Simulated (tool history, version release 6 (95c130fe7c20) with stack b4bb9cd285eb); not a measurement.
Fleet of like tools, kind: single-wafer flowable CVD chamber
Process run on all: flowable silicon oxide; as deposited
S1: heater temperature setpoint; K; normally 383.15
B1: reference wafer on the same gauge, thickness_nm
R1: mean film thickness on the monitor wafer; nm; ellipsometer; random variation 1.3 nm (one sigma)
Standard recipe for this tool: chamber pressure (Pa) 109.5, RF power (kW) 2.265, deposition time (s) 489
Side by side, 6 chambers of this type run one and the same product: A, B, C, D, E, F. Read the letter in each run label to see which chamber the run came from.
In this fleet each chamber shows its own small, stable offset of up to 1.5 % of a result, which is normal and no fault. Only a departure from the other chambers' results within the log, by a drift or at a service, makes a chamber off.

{"run": "1E", "hour": 5.0, "S1": 383.15, "chamber pressure (Pa)": 109.5, "RF power (kW)": 2.265, "deposition time (s)": 489, "B1": 255.08, "R1": 228.47}
{"run": "2A", "hour": 8.3, "S1": 383.15, "chamber pressure (Pa)": 109.5, "RF power (kW)": 2.265, "deposition time (s)": 489, "B1": 255.34, "R1": 227.54}
{"run": "3C", "hour": 13.1, "S1": 383.15, "chamber pressure (Pa)": 109.5, "RF power (kW)": 2.265, "deposition time (s)": 489, "B1": 254.94, "R1": 224.23}
{"run": "4F", "hour": 18.4, "S1": 383.15, "chamber pressure (Pa)": 109.5, "RF power (kW)": 2.265, "deposition time (s)": 489, "B1": 255.08, "R1": 228.56}
{"run": "5D", "hour": 22.9, "S1": 383.15, "chamber pressure (Pa)": 109.5, "RF power (kW)": 2.265, "deposition time (s)": 489, "B1": 254.91, "R1": 225.66}
{"run": "6B", "hour": 28.3, "S1": 383.15, "chamber pressure (Pa)": 109.5, "RF power (kW)": 2.265, "deposition time (s)": 489, "B1": 254.57, "R1": 225.27}
{"run": "7B", "hour": 31.4, "S1": 383.15, "chamber pressure (Pa)": 109.5, "RF power (kW)": 2.265, "deposition time (s)": 489, "B1": 255.62, "R1": 225.74}
{"run": "8D", "hour": 36.6, "S1": 383.15, "chamber pressure (Pa)": 109.5, "RF power (kW)": 2.265, "deposition time (s)": 489, "B1": 255.22, "R1": 227.32}
{"run": "9A", "hour": 40.1, "S1": 383.15, "chamber pressure (Pa)": 109.5, "RF power (kW)": 2.265, "deposition time (s)": 489, "B1": 254.87, "R1": 229.39}
{"run": "10E", "hour": 45.8, "S1": 383.15, "chamber pressure (Pa)": 109.5, "RF power (kW)": 2.265, "deposition time (s)": 489, "B1": 254.96, "R1": 229.02}
{"run": "11C", "hour": 49.1, "S1": 383.15, "chamber pressure (Pa)": 109.5, "RF power (kW)": 1.92, "deposition time (s)": 489, "B1": 254.88, "R1": 216.67}
{"run": "12F", "hour": 51.6, "S1": 383.15, "chamber pressure (Pa)": 109.5, "RF power (kW)": 1.92, "deposition time (s)": 489, "B1": 254.97, "R1": 217.27}
{"run": "13B", "hour": 55.7, "S1": 383.15, "chamber pressure (Pa)": 109.5, "RF power (kW)": 1.92, "deposition time (s)": 489, "B1": 254.64, "R1": 217.85}
{"run": "14D", "hour": 61.3, "S1": 383.15, "chamber pressure (Pa)": 109.5, "RF power (kW)": 1.92, "deposition time (s)": 489, "B1": 255.15, "R1": 217.77}
{"run": "15E", "hour": 65.1, "S1": 383.15, "chamber pressure (Pa)": 109.5, "RF power (kW)": 1.92, "deposition time (s)": 489, "B1": 255.27, "R1": 221.05}
{"hour": 68.9, "done": "chamber C: capacitance manometer re-zeroed and calibrated"}
{"run": "16C", "hour": 69.8, "S1": 383.15, "chamber pressure (Pa)": 109.5, "RF power (kW)": 1.92, "deposition time (s)": 489, "B1": 255.1, "R1": 235.82}
{"run": "17A", "hour": 73.2, "S1": 383.15, "chamber pressure (Pa)": 109.5, "RF power (kW)": 2.265, "deposition time (s)": 489, "B1": 254.71, "R1": 228.67}
{"run": "18F", "hour": 76.5, "S1": 383.15, "chamber pressure (Pa)": 109.5, "RF power (kW)": 2.265, "deposition time (s)": 489, "B1": 255.0, "R1": 226.58}
{"run": "19F", "hour": 81.6, "S1": 383.15, "chamber pressure (Pa)": 109.5, "RF power (kW)": 2.265, "deposition time (s)": 489, "B1": 254.97, "R1": 227.0}
{"run": "20E", "hour": 85.8, "S1": 383.15, "chamber pressure (Pa)": 109.5, "RF power (kW)": 2.265, "deposition time (s)": 489, "B1": 255.08, "R1": 227.44}
{"run": "21B", "hour": 90.1, "S1": 383.15, "chamber pressure (Pa)": 109.5, "RF power (kW)": 2.265, "deposition time (s)": 489, "B1": 254.97, "R1": 224.12}
{"run": "22A", "hour": 92.5, "S1": 383.15, "chamber pressure (Pa)": 109.5, "RF power (kW)": 2.265, "deposition time (s)": 489, "B1": 254.98, "R1": 226.94}
{"run": "23C", "hour": 96.8, "S1": 383.15, "chamber pressure (Pa)": 109.5, "RF power (kW)": 2.105, "deposition time (s)": 489, "B1": 254.89, "R1": 241.67}
{"run": "24D", "hour": 102.5, "S1": 383.15, "chamber pressure (Pa)": 109.5, "RF power (kW)": 2.105, "deposition time (s)": 489, "B1": 254.78, "R1": 223.46}
{"run": "25A", "hour": 108.3, "S1": 383.15, "chamber pressure (Pa)": 109.5, "RF power (kW)": 2.105, "deposition time (s)": 489, "B1": 254.94, "R1": 227.56}
{"run": "26F", "hour": 113.9, "S1": 383.15, "chamber pressure (Pa)": 109.5, "RF power (kW)": 2.105, "deposition time (s)": 489, "B1": 255.13, "R1": 222.17}
{"run": "27D", "hour": 118.0, "S1": 383.15, "chamber pressure (Pa)": 109.5, "RF power (kW)": 2.105, "deposition time (s)": 489, "B1": 255.15, "R1": 222.49}
{"run": "28B", "hour": 123.2, "S1": 383.15, "chamber pressure (Pa)": 109.5, "RF power (kW)": 2.105, "deposition time (s)": 489, "B1": 254.99, "R1": 222.02}
{"run": "29C", "hour": 127.2, "S1": 383.15, "chamber pressure (Pa)": 109.5, "RF power (kW)": 2.265, "deposition time (s)": 489, "B1": 254.93, "R1": 242.37}
{"run": "30E", "hour": 131.8, "S1": 383.15, "chamber pressure (Pa)": 109.5, "RF power (kW)": 2.265, "deposition time (s)": 489, "B1": 255.17, "R1": 224.54}
{"run": "31D", "hour": 134.7, "S1": 383.15, "chamber pressure (Pa)": 133.6, "RF power (kW)": 2.265, "deposition time (s)": 489, "B1": 255.38, "R1": 292.37}
{"run": "32F", "hour": 138.8, "S1": 383.15, "chamber pressure (Pa)": 133.6, "RF power (kW)": 2.265, "deposition time (s)": 489, "B1": 255.17, "R1": 287.78}
{"run": "33C", "hour": 141.8, "S1": 383.15, "chamber pressure (Pa)": 133.6, "RF power (kW)": 2.265, "deposition time (s)": 489, "B1": 255.15, "R1": 305.49}
{"run": "34A", "hour": 147.1, "S1": 383.15, "chamber pressure (Pa)": 133.6, "RF power (kW)": 2.265, "deposition time (s)": 489, "B1": 255.36, "R1": 295.01}
{"run": "35E", "hour": 151.5, "S1": 383.15, "chamber pressure (Pa)": 133.6, "RF power (kW)": 2.265, "deposition time (s)": 489, "B1": 255.03, "R1": 289.62}
{"run": "36B", "hour": 156.9, "S1": 383.15, "chamber pressure (Pa)": 133.6, "RF power (kW)": 2.265, "deposition time (s)": 489, "B1": 255.16, "R1": 288.35}

Next, every chamber runs the same settings. What will each give?
{"run": "37A", "hour": 161.0, "S1": 383.15, "chamber pressure (Pa)": 92.1, "RF power (kW)": 2.265, "deposition time (s)": 489, "R1": "?"}
{"run": "37B", "hour": 161.0, "S1": 383.15, "chamber pressure (Pa)": 92.1, "RF power (kW)": 2.265, "deposition time (s)": 489, "R1": "?"}
{"run": "37C", "hour": 161.0, "S1": 383.15, "chamber pressure (Pa)": 92.1, "RF power (kW)": 2.265, "deposition time (s)": 489, "R1": "?"}
{"run": "37D", "hour": 161.0, "S1": 383.15, "chamber pressure (Pa)": 92.1, "RF power (kW)": 2.265, "deposition time (s)": 489, "R1": "?"}
{"run": "37E", "hour": 161.0, "S1": 383.15, "chamber pressure (Pa)": 92.1, "RF power (kW)": 2.265, "deposition time (s)": 489, "R1": "?"}
{"run": "37F", "hour": 161.0, "S1": 383.15, "chamber pressure (Pa)": 92.1, "RF power (kW)": 2.265, "deposition time (s)": 489, "R1": "?"}

run=37A R1=182.64
run=37B R1=177.85
run=37C R1=193.83
run=37D R1=180.17
run=37E R1=182.23
run=37F R1=180.55
